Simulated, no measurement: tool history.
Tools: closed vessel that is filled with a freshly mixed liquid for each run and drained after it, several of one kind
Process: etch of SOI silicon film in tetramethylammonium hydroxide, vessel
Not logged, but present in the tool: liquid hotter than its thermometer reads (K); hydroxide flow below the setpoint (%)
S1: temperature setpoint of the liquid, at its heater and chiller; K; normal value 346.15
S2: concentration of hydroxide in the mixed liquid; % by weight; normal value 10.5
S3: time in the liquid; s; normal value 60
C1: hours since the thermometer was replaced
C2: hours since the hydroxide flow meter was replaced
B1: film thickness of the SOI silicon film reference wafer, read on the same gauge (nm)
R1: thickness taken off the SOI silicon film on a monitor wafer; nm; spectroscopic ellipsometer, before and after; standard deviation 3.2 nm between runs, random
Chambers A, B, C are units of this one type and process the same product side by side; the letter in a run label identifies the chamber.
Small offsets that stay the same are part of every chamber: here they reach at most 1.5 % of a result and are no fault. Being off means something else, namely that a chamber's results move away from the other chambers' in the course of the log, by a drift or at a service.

Run 1B, hour 11.6: usual settings; C1 633.7; C2 1331.8; B1 50.013. Result: R1 486.35 nm.
Run 2C, hour 19.4: usual settings; C1 290.9; C2 579.5; B1 49.984. Result: R1 495 nm.
At hour 23.3: chamber B: hydroxide flow meter replaced.
Run 3A, hour 32: usual settings; C1 458.4; C2 691.7; B1 50.011. Result: R1 487.79 nm.
Run 4B, hour 40.2: usual settings; C1 662.3; C2 17; B1 50.031. Result: R1 485.89 nm.
Run 5A, hour 46.7: usual settings; C1 473.1; C2 706.4; B1 50.009. Result: R1 485.01 nm.
Run 6C, hour 56.9: usual settings; C1 328.4; C2 617; B1 49.991. Result: R1 493.85 nm.
Run 7C, hour 67.8: usual settings; C1 339.3; C2 627.9; B1 49.985. Result: R1 483.99 nm.
Run 8A, hour 78.2: usual settings; C1 504.6; C2 737.9; B1 50.027. Result: R1 484.94 nm.
Run 9B, hour 84.3: usual settings; C1 706.4; C2 61.1; B1 49.966. Result: R1 479.98 nm.
Run 10C, hour 92.7: usual settings; C1 364.2; C2 652.8; B1 50.026. Result: R1 488 nm.
Run 11B, hour 105: usual settings; C1 727.1; C2 81.8; B1 50.065. Result: R1 487.22 nm.
Run 12A, hour 113.4: usual settings but S3 90 s; C1 539.8; C2 773.1; B1 49.984. Result: R1 730.53 nm.
Run 13B, hour 124.4: usual settings but S3 90 s; C1 746.5; C2 101.2; B1 49.976. Result: R1 732.32 nm.
Run 14A, hour 134.2: usual settings but S3 90 s; C1 560.6; C2 793.9; B1 49.968. Result: R1 717.65 nm.
Run 15C, hour 141.9: usual settings; C1 413.4; C2 702; B1 49.981. Result: R1 493.47 nm.
Run 16C, hour 151.4: usual settings; C1 422.9; C2 711.5; B1 50.028. Result: R1 493.91 nm.
Run 17B, hour 157.7: usual settings; C1 779.8; C2 134.5; B1 49.949. Result: R1 482.22 nm.
Run 18A, hour 166.3: usual settings; C1 592.7; C2 826; B1 49.996. Result: R1 481.31 nm.
Run 19B, hour 172.5: usual settings; C1 794.6; C2 149.3; B1 49.997. Result: R1 482.53 nm.
Run 20A, hour 183: usual settings but S2 7.5 % by weight; C1 609.4; C2 842.7; B1 49.99. Result: R1 552.89 nm.
Run 21C, hour 193.7: usual settings but S2 7.5 % by weight; C1 465.2; C2 753.8; B1 49.983. Result: R1 547.88 nm.
Run 22B, hour 201.4: usual settings but S2 7.5 % by weight; C1 823.5; C2 178.2; B1 49.989. Result: R1 541.24 nm.
Run 23C, hour 211.3: usual settings; C1 482.8; C2 771.4; B1 50.008. Result: R1 489.28 nm.
Run 24A, hour 220.1: usual settings; C1 646.5; C2 879.8; B1 49.99. Result: R1 489.6 nm.
Run 25B, hour 230.8: usual settings; C1 852.9; C2 207.6; B1 50.005. Result: R1 486.36 nm.
Run 26A, hour 241.4: usual settings but S3 90 s; C1 667.8; C2 901.1; B1 50.044. Result: R1 728.77 nm.
Run 27C, hour 248.5: usual settings but S3 90 s; C1 520; C2 808.6; B1 50.02. Result: R1 739.09 nm.
Run 28A, hour 257.5: usual settings but S3 90 s; C1 683.9; C2 917.2; B1 50.039. Result: R1 732.51 nm.
Run 29C, hour 266.7: usual settings; C1 538.2; C2 826.8; B1 49.963. Result: R1 489.44 nm.
Run 30B, hour 274.9: usual settings but S1 353.65 K, S3 80 s; C1 897; C2 251.7; B1 50.021. Result: R1 981.96 nm.
Run 31C, hour 286.7: usual settings but S1 353.65 K, S3 80 s; C1 558.2; C2 846.8; B1 49.987. Result: R1 990.98 nm.
Run 32B, hour 296.8: usual settings but S1 353.65 K, S3 80 s; C1 918.9; C2 273.6; B1 50.03. Result: R1 988.24 nm.
Run 33A, hour 306.4: usual settings; C1 732.8; C2 966.1; B1 49.976. Result: R1 483.66 nm.
Run 34A, hour 314.3: usual settings; C1 740.7; C2 974; B1 49.978. Result: R1 489.77 nm.
Run 35B, hour 326.4: usual settings; C1 948.5; C2 303.2; B1 50.015. Result: R1 485.01 nm.
Run 36C, hour 334.8: usual settings; C1 606.3; C2 894.9; B1 50.014. Result: R1 489.6 nm.
Run 37C, hour 344.3: usual settings; C1 615.8; C2 904.4; B1 49.994. Result: R1 493.33 nm.
Run 38A, hour 353.4: usual settings; C1 779.8; C2 1013.1; B1 50.018. Result: R1 488.26 nm.
Run 39B, hour 358.9: usual settings but S2 12 % by weight; C1 981; C2 335.7; B1 50. Result: R1 465.59 nm.

Each of the 3 chambers runs these same settings next. Fill in every chamber's results:
Run 40A, hour 367.9: usual settings but S3 90 s. Result: R1 ?.
Run 40B, hour 367.9: usual settings but S3 90 s. Result: R1 ?.
Run 40C, hour 367.9: usual settings but S3 90 s. Result: R1 ?.

run      R1
40A  730.36
40B  729.45
40C  739.37
